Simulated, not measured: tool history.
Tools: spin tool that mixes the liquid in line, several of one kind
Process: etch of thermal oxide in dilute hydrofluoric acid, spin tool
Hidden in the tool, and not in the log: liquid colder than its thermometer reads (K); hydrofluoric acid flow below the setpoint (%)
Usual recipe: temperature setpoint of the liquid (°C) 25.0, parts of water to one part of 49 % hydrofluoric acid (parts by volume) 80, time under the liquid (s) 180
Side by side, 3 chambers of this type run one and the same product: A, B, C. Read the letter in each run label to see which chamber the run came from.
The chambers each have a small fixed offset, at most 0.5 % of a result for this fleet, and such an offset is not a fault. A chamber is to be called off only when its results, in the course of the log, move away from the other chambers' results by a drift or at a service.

run,hour,temperature setpoint of the liquid (°C),parts of water to one part of 49 % hydrofluoric acid (parts by volume),time under the liquid (s),hours since the thermometer was replaced,hours since the hydrofluoric acid flow meter was replaced,"read-back film thickness of the thermal oxide reference wafer, read on the same gauge (nm)",thickness taken off the thermal oxide on a monitor wafer (nm)
1B,8.5,25.0,80,180,1747.4,325.8,90.024,11.4190
2C,19.5,25.0,80,180,489.4,2822.6,90.009,11.3180
3A,30.9,25.0,80,180,937.0,186.8,90.017,11.3610
4B,39.1,25.0,80,180,1778.0,356.4,90.002,11.4930
# hour 40.2: chamber C: hydrofluoric acid flow meter replaced
5A,46.4,25.0,80,180,952.5,202.3,90.013,11.3650
6C,54.3,25.0,80,180,524.2,14.2,89.999,11.3690
7C,62.2,25.0,80,180,532.1,22.1,89.982,11.5150
8A,71.4,25.0,80,180,977.5,227.3,89.984,11.3050
9B,83.1,25.0,80,75,1822.0,400.4,89.986,4.7529
10C,93.8,25.0,80,75,563.7,53.7,89.997,4.7271
11B,100.3,25.0,80,75,1839.2,417.6,89.982,4.7888
12A,113.6,25.0,80,180,1019.7,269.5,90.003,11.4800
13B,120.2,25.0,80,180,1859.1,437.5,89.998,11.5280
14A,133.1,25.0,80,180,1039.2,289.0,89.986,11.5430
15C,145.9,25.0,80,180,615.8,105.8,90.022,11.4980
16C,154.6,25.0,80,180,624.5,114.5,90.033,11.4440
17A,166.7,25.0,80,180,1072.8,322.6,90.009,11.4560
18B,179.6,25.0,80,180,1918.5,496.9,90.010,11.4170
19B,191.4,25.0,80,180,1930.3,508.7,89.999,11.4660
20A,201.9,25.0,80,180,1108.0,357.8,89.985,11.2800
21C,209.0,25.0,80,180,678.9,168.9,89.989,11.3390
22A,221.1,25.0,80,180,1127.2,377.0,89.986,11.3690
23B,227.5,25.0,80,180,1966.4,544.8,90.000,11.5350
24C,233.5,27.5,80,285,703.4,193.4,89.994,19.4530
25C,240.9,27.5,80,285,710.8,200.8,90.029,19.8490
26B,249.2,27.5,80,285,1988.1,566.5,89.985,19.9960
27A,262.6,25.0,80,180,1168.7,418.5,90.014,11.3940
# hour 263.9: chamber B: thermometer replaced
28C,275.7,25.0,80,180,745.6,235.6,90.006,11.0540
29A,286.5,25.0,80,180,1192.6,442.4,90.009,11.3840
30B,298.7,25.0,80,180,34.8,616.0,89.991,11.6100
31C,306.3,28.0,80,180,776.2,266.2,89.987,12.5380
32A,313.5,28.0,80,180,1219.6,469.4,89.997,12.8370
33B,319.8,28.0,80,180,55.9,637.1,90.004,12.7890
34C,330.9,25.0,80,180,800.8,290.8,89.980,10.9840
35A,341.2,25.0,80,180,1247.3,497.1,90.003,11.5400

Is one chamber out of step, is the gauge drifting, or do the chambers differ by no more than their own small offsets? For an off chamber, give its letter and the likeliest cause.

It is chamber C that slowly wanders off from its peers.
Most likely cause: liquid colder than its thermometer reads (K) = 1.15.
It could be hard to tell apart here from: hydrofluoric acid flow below the setpoint (%).

Chamber C could run next with any of the 4 candidate recipes listed below; each alters the usual settings, and their results appear as question marks. Which one brings its results back in line with what the other chambers deliver on the usual settings?
Allowed miss from the other chambers' usual-settings mean, per result, to count as in line: thickness taken off the thermal oxide on a monitor wafer (nm) 0.2400
36C-1,351.0,27.0,80,180,,,,?
36C-2,351.0,26.0,80,180,,,,?
36C-3,351.0,24.0,80,180,,,,?
36C-4,351.0,25.0,80,165,,,,?

On the usual settings, the other chambers give on average: thickness taken off the thermal oxide on a monitor wafer (nm) 11.4310
run,thickness taken off the thermal oxide on a monitor wafer (nm)
36C-1,11.8370
36C-2,11.3750
36C-3,10.5040
36C-4,10.0220
The right change is 36C-2: it brings the chamber back within the allowed miss of the others.
